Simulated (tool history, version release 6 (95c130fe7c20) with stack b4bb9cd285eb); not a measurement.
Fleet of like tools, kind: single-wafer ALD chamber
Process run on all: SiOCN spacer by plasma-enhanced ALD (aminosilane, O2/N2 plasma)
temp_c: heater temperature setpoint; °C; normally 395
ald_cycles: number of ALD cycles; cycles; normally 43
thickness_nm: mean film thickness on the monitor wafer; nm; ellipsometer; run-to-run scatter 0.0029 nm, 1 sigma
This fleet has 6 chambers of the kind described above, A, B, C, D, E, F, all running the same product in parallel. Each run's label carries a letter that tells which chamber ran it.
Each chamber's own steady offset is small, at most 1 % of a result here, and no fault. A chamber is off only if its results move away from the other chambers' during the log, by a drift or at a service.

run,hour,temp_c,ald_cycles,hours since the last thermocouple change,"read-back reference wafer on the same gauge, thickness_nm",thickness_nm
1A,7.5,395,43,2041.5,2.4597,2.6041
2E,13.5,395,43,201.7,2.459,2.6026
3C,18.4,395,43,754.2,2.459,2.6055
4D,25.2,395,43,966.6,2.459,2.576
5F,32.3,395,43,911.8,2.4586,2.5745
6B,40.2,395,43,431.9,2.4583,2.5921
7B,44,395,43,435.7,2.4575,2.5924
8C,50.6,395,43,786.4,2.4574,2.6141
9A,55.4,395,43,2089.4,2.4575,2.5964
10F,62.3,395,43,941.8,2.4572,2.5808
11D,68.8,395,43,1010.2,2.457,2.5743
12E,77,395,43,265.2,2.456,2.5958
13F,82.3,382,43,961.8,2.4564,2.5839
14B,86.2,382,43,477.9,2.4567,2.5893
15C,89.9,382,43,825.7,2.4562,2.6085
16A,96.5,382,43,2130.5,2.4554,2.5982
17E,104.6,382,43,292.8,2.4552,2.5936
18D,110.3,382,43,1051.7,2.4552,2.5687
19D,115.2,395,43,1056.6,2.4548,2.5701
20F,119,395,43,998.5,2.4547,2.5749
21B,126.8,395,43,518.5,2.4543,2.5885
22E,134.1,388,50,322.3,2.4542,3.0149
23A,141.3,388,50,2175.3,2.454,3.0124
24C,148.2,388,50,884,2.4542,3.0249
25C,156.2,388,50,892,2.4532,3.0284
26F,163.4,388,50,1042.9,2.4528,3.0002
27E,170.4,388,50,358.6,2.4522,3.0196
28B,175.6,395,43,567.3,2.4523,2.5868
29D,179.9,395,43,1121.3,2.4523,2.5715
30A,187.5,395,43,2221.5,2.4521,2.5964
31D,194.2,395,43,1135.6,2.4512,2.5706
32E,199.1,395,43,387.3,2.4518,2.5907
33F,206.8,395,43,1086.3,2.4513,2.5662
34B,212.9,381,43,604.6,2.451,2.589
35A,221,381,43,2255,2.4502,2.5912
36C,227.3,381,43,963.1,2.4499,2.6023
37B,233.2,381,43,624.9,2.4504,2.5861
38D,240.5,381,43,1181.9,2.4494,2.5691
39C,247.7,381,43,983.5,2.4486,2.6029
40E,254.9,395,43,443.1,2.4487,2.5864

Next, all 6 chambers run the settings below, one line each with question marks for the results. What does each chamber give?
41A,260.7,395,43,,,?
41B,260.7,395,43,,,?
41C,260.7,395,43,,,?
41D,260.7,395,43,,,?
41E,260.7,395,43,,,?
41F,260.7,395,43,,,?

run,thickness_nm
41A,2.5896
41B,2.5806
41C,2.596
41D,2.5692
41E,2.584
41F,2.572

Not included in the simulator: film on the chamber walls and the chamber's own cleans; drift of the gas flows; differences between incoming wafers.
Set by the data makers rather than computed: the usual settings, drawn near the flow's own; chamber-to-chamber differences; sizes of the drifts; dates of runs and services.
